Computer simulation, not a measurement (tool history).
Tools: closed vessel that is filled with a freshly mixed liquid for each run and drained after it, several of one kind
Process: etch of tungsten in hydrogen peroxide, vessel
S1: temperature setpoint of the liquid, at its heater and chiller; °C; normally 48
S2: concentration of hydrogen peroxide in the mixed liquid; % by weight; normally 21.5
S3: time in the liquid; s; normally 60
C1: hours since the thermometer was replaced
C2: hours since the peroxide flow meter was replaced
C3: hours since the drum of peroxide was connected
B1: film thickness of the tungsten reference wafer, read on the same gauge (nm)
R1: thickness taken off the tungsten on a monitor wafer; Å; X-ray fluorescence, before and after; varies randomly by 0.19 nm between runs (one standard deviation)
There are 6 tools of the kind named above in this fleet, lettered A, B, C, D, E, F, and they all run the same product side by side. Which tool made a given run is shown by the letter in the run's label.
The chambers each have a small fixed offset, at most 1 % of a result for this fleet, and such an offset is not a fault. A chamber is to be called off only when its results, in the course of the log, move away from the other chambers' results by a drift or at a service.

{"run": "1B", "day": 0.15, "S1": 48, "S2": 21.5, "S3": 60, "C1": 2406.9, "C2": 1733.5, "C3": 349.3, "B1": 59.977, "R1": 467.85}
{"run": "2F", "day": 0.342, "S1": 48, "S2": 21.5, "S3": 60, "C1": 752.2, "C2": 78, "C3": 706, "B1": 60.017, "R1": 465.27}
{"run": "3A", "day": 0.462, "S1": 48, "S2": 21.5, "S3": 60, "C1": 321.6, "C2": 2137.2, "C3": 289.9, "B1": 60.018, "R1": 468.7}
{"run": "4C", "day": 0.658, "S1": 48, "S2": 21.5, "S3": 60, "C1": 554.7, "C2": 1137.8, "C3": 459.8, "B1": 59.973, "R1": 466.52}
{"day": 0.825, "done": "chamber B: thermometer replaced"}
{"run": "5E", "day": 0.888, "S1": 48, "S2": 21.5, "S3": 60, "C1": 591.7, "C2": 891.5, "C3": 255.4, "B1": 59.998, "R1": 469.41}
{"run": "6D", "day": 1.029, "S1": 48, "S2": 21.5, "S3": 60, "C1": 126.1, "C2": 287.2, "C3": 608, "B1": 60.004, "R1": 471.79}
{"day": 1.158, "done": "chamber E: thermometer replaced"}
{"run": "7F", "day": 1.271, "S1": 48, "S2": 21.5, "S3": 75, "C1": 774.5, "C2": 100.3, "C3": 728.3, "B1": 59.969, "R1": 586.32}
{"run": "8A", "day": 1.492, "S1": 48, "S2": 21.5, "S3": 75, "C1": 346.3, "C2": 2161.9, "C3": 314.6, "B1": 59.95, "R1": 585.75}
{"run": "9B", "day": 1.642, "S1": 48, "S2": 21.5, "S3": 75, "C1": 19.6, "C2": 1769.3, "C3": 385.1, "B1": 60.009, "R1": 586.17}
{"run": "10C", "day": 1.854, "S1": 48, "S2": 21.5, "S3": 75, "C1": 583.4, "C2": 1166.5, "C3": 488.5, "B1": 59.964, "R1": 583.07}
{"run": "11E", "day": 2.092, "S1": 48, "S2": 21.5, "S3": 75, "C1": 22.5, "C2": 920.4, "C3": 284.3, "B1": 60.005, "R1": 586.36}
{"run": "12D", "day": 2.25, "S1": 48, "S2": 21.5, "S3": 75, "C1": 155.4, "C2": 316.5, "C3": 637.3, "B1": 59.984, "R1": 587.5}
{"run": "13E", "day": 2.367, "S1": 48, "S2": 21.5, "S3": 60, "C1": 29.1, "C2": 927, "C3": 290.9, "B1": 59.995, "R1": 468.14}
{"run": "14D", "day": 2.538, "S1": 48, "S2": 21.5, "S3": 60, "C1": 162.3, "C2": 323.4, "C3": 644.2, "B1": 59.986, "R1": 470.54}
{"run": "15F", "day": 2.738, "S1": 48, "S2": 21.5, "S3": 60, "C1": 809.7, "C2": 135.5, "C3": 763.5, "B1": 60.012, "R1": 466.28}
{"run": "16B", "day": 2.896, "S1": 48, "S2": 21.5, "S3": 60, "C1": 49.7, "C2": 1799.4, "C3": 415.2, "B1": 59.958, "R1": 466.1}
{"run": "17C", "day": 3.029, "S1": 48, "S2": 21.5, "S3": 60, "C1": 611.6, "C2": 1194.7, "C3": 516.7, "B1": 59.988, "R1": 459.11}
{"run": "18A", "day": 3.192, "S1": 48, "S2": 21.5, "S3": 60, "C1": 387.1, "C2": 2202.7, "C3": 355.4, "B1": 60.038, "R1": 468.96}
{"run": "19E", "day": 3.375, "S1": 39, "S2": 21.5, "S3": 40, "C1": 53.3, "C2": 951.2, "C3": 315.1, "B1": 59.999, "R1": 174.83}
{"run": "20B", "day": 3.492, "S1": 39, "S2": 21.5, "S3": 40, "C1": 64, "C2": 1813.7, "C3": 429.5, "B1": 59.946, "R1": 176.23}
{"run": "21A", "day": 3.746, "S1": 39, "S2": 21.5, "S3": 40, "C1": 400.4, "C2": 2216, "C3": 368.7, "B1": 60.03, "R1": 173.71}
{"run": "22C", "day": 3.871, "S1": 39, "S2": 21.5, "S3": 40, "C1": 631.8, "C2": 1214.9, "C3": 536.9, "B1": 60.014, "R1": 171.29}
{"run": "23F", "day": 4.092, "S1": 39, "S2": 21.5, "S3": 40, "C1": 842.2, "C2": 168, "C3": 796, "B1": 60, "R1": 178.08}
{"run": "24D", "day": 4.288, "S1": 39, "S2": 21.5, "S3": 40, "C1": 204.3, "C2": 365.4, "C3": 686.2, "B1": 60.03, "R1": 177.66}
{"day": 4.3, "done": "chamber C: thermometer replaced"}
{"run": "25F", "day": 4.438, "S1": 48, "S2": 21.5, "S3": 60, "C1": 850.5, "C2": 176.3, "C3": 804.3, "B1": 59.986, "R1": 468.97}
{"run": "26B", "day": 4.588, "S1": 48, "S2": 21.5, "S3": 60, "C1": 90.3, "C2": 1840, "C3": 455.8, "B1": 60.002, "R1": 472.69}
{"run": "27C", "day": 4.729, "S1": 38.5, "S2": 27, "S3": 60, "C1": 10.4, "C2": 1235.5, "C3": 557.5, "B1": 60.027, "R1": 275.68}
{"run": "28D", "day": 4.867, "S1": 38.5, "S2": 27, "S3": 60, "C1": 218.2, "C2": 379.3, "C3": 700.1, "B1": 60.023, "R1": 287.89}
{"run": "29E", "day": 4.979, "S1": 38.5, "S2": 27, "S3": 60, "C1": 91.8, "C2": 989.7, "C3": 353.6, "B1": 60.055, "R1": 284.1}
{"day": 5.112, "done": "chamber D: new drum of peroxide connected"}
{"run": "30A", "day": 5.142, "S1": 38.5, "S2": 27, "S3": 60, "C1": 433.9, "C2": 2249.5, "C3": 402.2, "B1": 60.026, "R1": 286.28}
{"run": "31C", "day": 5.254, "S1": 38.5, "S2": 27, "S3": 60, "C1": 23, "C2": 1248.1, "C3": 570.1, "B1": 59.941, "R1": 275.71}
{"run": "32F", "day": 5.458, "S1": 38.5, "S2": 27, "S3": 60, "C1": 875, "C2": 200.8, "C3": 828.8, "B1": 60.011, "R1": 288.02}
{"run": "33D", "day": 5.642, "S1": 48, "S2": 21.5, "S3": 60, "C1": 236.8, "C2": 397.9, "C3": 12.7, "B1": 60.057, "R1": 473.23}
{"run": "34B", "day": 5.808, "S1": 51.5, "S2": 18, "S3": 60, "C1": 119.6, "C2": 1869.3, "C3": 485.1, "B1": 59.965, "R1": 530.61}
{"run": "35E", "day": 5.929, "S1": 51.5, "S2": 18, "S3": 60, "C1": 114.6, "C2": 1012.5, "C3": 376.4, "B1": 59.989, "R1": 533.88}
{"run": "36A", "day": 6.079, "S1": 51.5, "S2": 18, "S3": 60, "C1": 456.4, "C2": 2272, "C3": 424.7, "B1": 60.016, "R1": 531.07}
{"run": "37F", "day": 6.196, "S1": 51.5, "S2": 18, "S3": 60, "C1": 892.7, "C2": 218.5, "C3": 846.5, "B1": 60.005, "R1": 529.63}
{"run": "38B", "day": 6.392, "S1": 51.5, "S2": 18, "S3": 60, "C1": 133.6, "C2": 1883.3, "C3": 499.1, "B1": 60.015, "R1": 530.32}
{"run": "39E", "day": 6.625, "S1": 51.5, "S2": 18, "S3": 60, "C1": 131.3, "C2": 1029.2, "C3": 393.1, "B1": 59.968, "R1": 532.21}
{"day": 6.696, "done": "chamber A: peroxide flow meter replaced"}
{"run": "40A", "day": 6.867, "S1": 48, "S2": 21.5, "S3": 60, "C1": 475.3, "C2": 4.1, "C3": 443.6, "B1": 59.975, "R1": 472.98}

Is one chamber off against the others, does the gauge drift, or is nothing wrong? If a chamber is off, say which, and what the likeliest cause is.

One chamber, C, drifts off from the rest bit by bit.
Cause: peroxide weaker than its label (%) = 8.01.
Not necessarily distinguishable in this log from: peroxide flow below the setpoint (%).

Chamber C could run next with any of the 4 candidate recipes listed below; each alters the usual settings, and their results appear as question marks. Which one brings its results back in line with what the other chambers deliver on the usual settings?
A result is in line if it is within this distance of the other chambers' mean on the usual settings: R1 6.8 Å
{"run": "41C-1", "day": 7.046, "S1": 48, "S2": 19.5, "S3": 60, "R1": "?"}
{"run": "41C-2", "day": 7.046, "S1": 48, "S2": 18.5, "S3": 60, "R1": "?"}
{"run": "41C-3", "day": 7.046, "S1": 48, "S2": 23.5, "S3": 60, "R1": "?"}
{"run": "41C-4", "day": 7.046, "S1": 48, "S2": 21.5, "S3": 65, "R1": "?"}

The other chambers' mean on the usual settings: R1 469.37 Å
run=41C-1 R1=426.37
run=41C-2 R1=415.16
run=41C-3 R1=468.54
run=41C-4 R1=485.28
41C-3 is the one that brings the chamber's results back in line with the other chambers.

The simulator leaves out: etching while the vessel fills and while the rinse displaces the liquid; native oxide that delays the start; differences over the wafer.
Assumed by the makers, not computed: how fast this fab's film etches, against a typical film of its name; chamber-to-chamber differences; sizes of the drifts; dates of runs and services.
